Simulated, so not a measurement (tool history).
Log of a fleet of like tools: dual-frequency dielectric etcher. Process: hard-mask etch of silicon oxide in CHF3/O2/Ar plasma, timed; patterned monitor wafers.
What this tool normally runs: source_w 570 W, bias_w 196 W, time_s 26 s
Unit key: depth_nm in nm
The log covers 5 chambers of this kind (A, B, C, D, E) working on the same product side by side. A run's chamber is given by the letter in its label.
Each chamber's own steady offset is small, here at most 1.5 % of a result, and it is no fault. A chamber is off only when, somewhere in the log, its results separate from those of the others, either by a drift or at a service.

run   hour  source_w  bias_w  time_s  read-back reference wafer on the same gauge, depth_nm  depth_nm
 1A    5.0       570     196      26                                                 43.836    52.165
 2B    9.8       570     196      26                                                 43.790    51.852
 3D   13.8       570     196      26                                                 43.797    51.732
 4E   16.9       570     196      26                                                 43.818    51.982
 5C   21.5       570     196      26                                                 43.804    51.169
 6C   27.5       570     196      26                                                 43.791    51.007
 7A   31.5       570     196      26                                                 43.812    52.175
 8D   35.7       570     196      26                                                 43.791    51.575
 9E   40.5       570     196      26                                                 43.816    52.503
10B   46.2       570     196      26                                                 43.772    52.109
11E   51.0       570     196      26                                                 43.763    52.404
12C   56.6       570     196      26                                                 43.804    50.898
13B   61.2       570     196      26                                                 43.830    51.852
14A   66.4       570     196      26                                                 43.784    51.889
15D   70.4       570     196      26                                                 43.821    51.332
16B   73.9       570     196      26                                                 43.802    52.039
17C   78.2       570     196      26                                                 43.792    50.732
18D   81.6       570     196      26                                                 43.821    51.148
19E   84.6       570     196      26                                                 43.818    52.233
20A   88.7       570     196      26                                                 43.835    51.813
21B   95.1       570     196      26                                                 43.786    51.976
22E   98.5       570     196      26                                                 43.834    52.460
23A  103.7       570     196      26                                                 43.836    51.769
24C  106.5       570     196      26                                                 43.787    51.290
25D  113.1       570     196      26                                                 43.799    50.919
26C  119.3       570     196      26                                                 43.826    51.219
27D  123.4       570     196      26                                                 43.749    50.486
28B  129.8       570     196      26                                                 43.812    51.770
29A  133.1       570     196      26                                                 43.800    52.326
30E  138.3       570     196      26                                                 43.779    52.451
31E  141.7       570     196      26                                                 43.747    52.209

Next, every chamber runs the same settings. What will each give?
32A  146.4       570     196      26                                                                ?
32B  146.4       570     196      26                                                                ?
32C  146.4       570     196      26                                                                ?
32D  146.4       570     196      26                                                                ?
32E  146.4       570     196      26                                                                ?

run  depth_nm
32A    51.997
32B    51.625
32C    51.113
32D    49.908
32E    52.534
